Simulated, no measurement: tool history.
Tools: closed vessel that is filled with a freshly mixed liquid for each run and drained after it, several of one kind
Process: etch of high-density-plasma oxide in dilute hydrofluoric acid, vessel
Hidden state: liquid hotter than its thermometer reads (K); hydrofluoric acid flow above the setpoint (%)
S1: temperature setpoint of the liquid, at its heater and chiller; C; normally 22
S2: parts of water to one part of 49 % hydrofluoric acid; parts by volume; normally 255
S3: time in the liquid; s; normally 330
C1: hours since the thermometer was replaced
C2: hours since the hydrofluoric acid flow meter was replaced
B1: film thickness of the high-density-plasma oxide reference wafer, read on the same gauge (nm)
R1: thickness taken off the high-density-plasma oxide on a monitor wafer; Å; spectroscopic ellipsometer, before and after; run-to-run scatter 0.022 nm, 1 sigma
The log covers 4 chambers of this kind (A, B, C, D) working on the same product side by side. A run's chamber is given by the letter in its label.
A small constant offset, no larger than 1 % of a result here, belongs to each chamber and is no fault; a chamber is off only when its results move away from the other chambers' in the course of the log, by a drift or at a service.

run   hour  S1   S2   S3      C1      C2      B1       R1
 1C    9.2  22  255  330  1306.6   664.3  140.03   58.002
 2D   16.9  22  255  330   575.3   716.6  140.00   58.348
 3B   25.1  22  255  330  1736.5   623.6  140.00   59.540
 4A   34.1  22  255  330  1746.7   791.5  140.02   58.903
 5B   42.7  22  255  330  1754.1   641.2  139.97   59.329
 6D   50.3  22  255  330   608.7   750.0  139.98   58.765
 7A   55.1  22  210  330  1767.7   812.5  139.98   74.353
 8C   64.2  22  210  330  1361.6   719.3  140.02   74.666
 9B   71.2  22  210  330  1782.6   669.7  140.00   76.082
10D   77.1  22  210  330   635.5   776.8  140.00   74.863
11C   83.7  22  255  330  1381.1   738.8  140.00   58.419
12A   89.6  22  255  330  1802.2   847.0  140.02   59.258
13C   98.1  22  255  330  1395.5   753.2  140.01   58.224
14A  104.8  22  255  330  1817.4   862.2  140.00   59.179
15B  112.6  22  255  330  1824.0   711.1  139.99   59.242
     118.2  -- chamber B: thermometer replaced
16D  120.4  22  255  330   678.8   820.1  139.99   59.058
17C  126.3  22  255  330  1423.7   781.4  139.99   58.867
18A  132.3  22  255  330  1844.9   889.7  140.02   59.180
19B  141.1  22  255  330    22.9   739.6  140.01   59.444
20D  150.3  19  160  330   708.7   850.0  139.99   91.845
21B  159.9  19  160  330    41.7   758.4  139.97   92.893
22A  167.9  19  160  330  1880.5   925.3  140.00   92.818
23C  174.4  19  160  330  1471.8   829.5  140.02   90.514
24D  181.8  22  255  330   740.2   881.5  140.01   58.467
25D  186.7  22  255  330   745.1   886.4  139.99   58.620
26C  193.7  22  255  330  1491.1   848.8  139.98   58.570
27B  200.5  22  255  330    82.3   799.0  140.01   59.667
28A  208.4  22  255  330  1921.0   965.8  140.04   59.842
29A  216.8  22  255  330  1929.4   974.2  140.03   60.423
30C  223.0  22  255  330  1520.4   878.1  139.98   58.339
31B  231.5  22  255  330   113.3   830.0  139.99   59.642
32D  240.6  22  255  330   799.0   940.3  140.01   58.630
33D  249.2  22  255  330   807.6   948.9  139.97   58.836
34C  254.7  22  155  510  1552.1   909.8  140.01  165.500
35B  262.4  22  155  510   144.2   860.9  140.00  169.000
36A  268.0  22  155  510  1980.6  1025.4  140.00  169.970
37A  274.1  22  155  510  1986.7  1031.5  139.98  169.410
38D  279.7  22  255  330   838.1   979.4  139.97   59.009
39C  285.6  22  255  330  1583.0   940.7  140.00   58.368
40B  291.9  22  255  330   173.7   890.4  139.99   59.081
41D  299.3  22  255  330   857.7   999.0  140.01   58.814
42C  306.5  18  255  460  1603.9   961.6  140.03   70.455
43A  314.9  18  255  460  2027.5  1072.3  140.03   73.035

Predict what each chamber gives when all 4 of them run the settings below next.
44A  321.8  22  255  330               ?
44B  321.8  22  255  330               ?
44C  321.8  22  255  330               ?
44D  321.8  22  255  330               ?

run      R1
44A  61.242
44B  59.363
44C  58.692
44D  58.624
